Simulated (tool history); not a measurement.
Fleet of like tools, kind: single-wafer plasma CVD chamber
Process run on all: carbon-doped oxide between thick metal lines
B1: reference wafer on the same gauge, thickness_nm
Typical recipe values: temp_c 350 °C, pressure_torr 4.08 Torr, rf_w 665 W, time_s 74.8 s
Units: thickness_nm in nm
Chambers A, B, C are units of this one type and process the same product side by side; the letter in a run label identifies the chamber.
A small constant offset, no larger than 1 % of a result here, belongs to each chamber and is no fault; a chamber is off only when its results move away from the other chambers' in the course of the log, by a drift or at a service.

{"run": "1C", "day": 0.567, "temp_c": 350, "pressure_torr": 4.08, "rf_w": 665, "time_s": 74.8, "B1": 445.06, "thickness_nm": 433.18}
{"run": "2A", "day": 0.829, "temp_c": 350, "pressure_torr": 4.08, "rf_w": 665, "time_s": 74.8, "B1": 445.55, "thickness_nm": 434.33}
{"run": "3B", "day": 1.162, "temp_c": 350, "pressure_torr": 4.08, "rf_w": 665, "time_s": 74.8, "B1": 444.45, "thickness_nm": 435.59}
{"run": "4B", "day": 1.517, "temp_c": 350, "pressure_torr": 4.08, "rf_w": 665, "time_s": 74.8, "B1": 445.31, "thickness_nm": 436.85}
{"run": "5A", "day": 1.975, "temp_c": 350, "pressure_torr": 4.08, "rf_w": 665, "time_s": 74.8, "B1": 444.8, "thickness_nm": 437.27}
{"run": "6C", "day": 2.388, "temp_c": 350, "pressure_torr": 4.08, "rf_w": 665, "time_s": 74.8, "B1": 444.77, "thickness_nm": 429.02}
{"run": "7A", "day": 2.725, "temp_c": 350, "pressure_torr": 4.08, "rf_w": 665, "time_s": 74.8, "B1": 444.81, "thickness_nm": 431.22}
{"run": "8B", "day": 2.996, "temp_c": 350, "pressure_torr": 4.08, "rf_w": 665, "time_s": 74.8, "B1": 444.88, "thickness_nm": 434.41}
{"run": "9C", "day": 3.288, "temp_c": 350, "pressure_torr": 4.08, "rf_w": 665, "time_s": 74.8, "B1": 445.18, "thickness_nm": 432.64}
{"run": "10C", "day": 3.588, "temp_c": 350, "pressure_torr": 4.08, "rf_w": 665, "time_s": 74.8, "B1": 445.22, "thickness_nm": 431.02}
{"run": "11A", "day": 4.121, "temp_c": 350, "pressure_torr": 4.08, "rf_w": 665, "time_s": 74.8, "B1": 444.52, "thickness_nm": 435.78}
{"run": "12B", "day": 4.55, "temp_c": 350, "pressure_torr": 4.08, "rf_w": 665, "time_s": 74.8, "B1": 444.58, "thickness_nm": 434.37}
{"run": "13C", "day": 4.912, "temp_c": 350, "pressure_torr": 4.08, "rf_w": 665, "time_s": 74.8, "B1": 444.79, "thickness_nm": 431.75}
{"run": "14A", "day": 5.317, "temp_c": 350, "pressure_torr": 4.08, "rf_w": 605, "time_s": 85.1, "B1": 445.16, "thickness_nm": 466.43}
{"run": "15B", "day": 5.875, "temp_c": 350, "pressure_torr": 4.08, "rf_w": 605, "time_s": 85.1, "B1": 444.98, "thickness_nm": 466.24}
{"run": "16C", "day": 6.242, "temp_c": 350, "pressure_torr": 4.08, "rf_w": 605, "time_s": 85.1, "B1": 444.4, "thickness_nm": 464.99}
{"run": "17A", "day": 6.796, "temp_c": 350, "pressure_torr": 4.08, "rf_w": 665, "time_s": 74.8, "B1": 444.81, "thickness_nm": 436.93}
{"run": "18B", "day": 7.146, "temp_c": 350, "pressure_torr": 4.08, "rf_w": 665, "time_s": 74.8, "B1": 444.83, "thickness_nm": 437.51}
{"run": "19C", "day": 7.396, "temp_c": 350, "pressure_torr": 4.08, "rf_w": 665, "time_s": 74.8, "B1": 444.9, "thickness_nm": 429.91}
{"run": "20B", "day": 7.662, "temp_c": 350, "pressure_torr": 4.08, "rf_w": 665, "time_s": 74.8, "B1": 445.48, "thickness_nm": 436.78}
{"run": "21A", "day": 7.996, "temp_c": 350, "pressure_torr": 4.08, "rf_w": 665, "time_s": 74.8, "B1": 445.33, "thickness_nm": 439.59}
{"run": "22C", "day": 8.5, "temp_c": 362, "pressure_torr": 4.08, "rf_w": 780, "time_s": 74.8, "B1": 444.82, "thickness_nm": 458.45}
{"run": "23A", "day": 8.883, "temp_c": 362, "pressure_torr": 4.08, "rf_w": 780, "time_s": 74.8, "B1": 444.7, "thickness_nm": 460.51}
{"run": "24B", "day": 9.433, "temp_c": 362, "pressure_torr": 4.08, "rf_w": 780, "time_s": 74.8, "B1": 444.89, "thickness_nm": 464.11}
{"run": "25C", "day": 9.788, "temp_c": 350, "pressure_torr": 4.08, "rf_w": 665, "time_s": 74.8, "B1": 444.6, "thickness_nm": 431.6}
{"run": "26B", "day": 10.308, "temp_c": 350, "pressure_torr": 4.08, "rf_w": 665, "time_s": 74.8, "B1": 445.25, "thickness_nm": 438.41}
{"run": "27A", "day": 10.792, "temp_c": 350, "pressure_torr": 4.08, "rf_w": 665, "time_s": 74.8, "B1": 444.75, "thickness_nm": 435.07}
{"run": "28C", "day": 11.329, "temp_c": 350, "pressure_torr": 3.6, "rf_w": 665, "time_s": 74.8, "B1": 445.04, "thickness_nm": 423.61}
{"run": "29A", "day": 11.704, "temp_c": 350, "pressure_torr": 3.6, "rf_w": 665, "time_s": 74.8, "B1": 445.11, "thickness_nm": 430.07}
{"run": "30B", "day": 12.175, "temp_c": 350, "pressure_torr": 3.6, "rf_w": 665, "time_s": 74.8, "B1": 444.53, "thickness_nm": 428.03}

Next, all 3 chambers run the settings below, one line each with question marks for the results. What does each chamber give?
{"run": "31A", "day": 12.583, "temp_c": 350, "pressure_torr": 4.08, "rf_w": 665, "time_s": 74.8, "thickness_nm": "?"}
{"run": "31B", "day": 12.583, "temp_c": 350, "pressure_torr": 4.08, "rf_w": 665, "time_s": 74.8, "thickness_nm": "?"}
{"run": "31C", "day": 12.583, "temp_c": 350, "pressure_torr": 4.08, "rf_w": 665, "time_s": 74.8, "thickness_nm": "?"}

run=31A thickness_nm=438.35
run=31B thickness_nm=435.75
run=31C thickness_nm=429.60
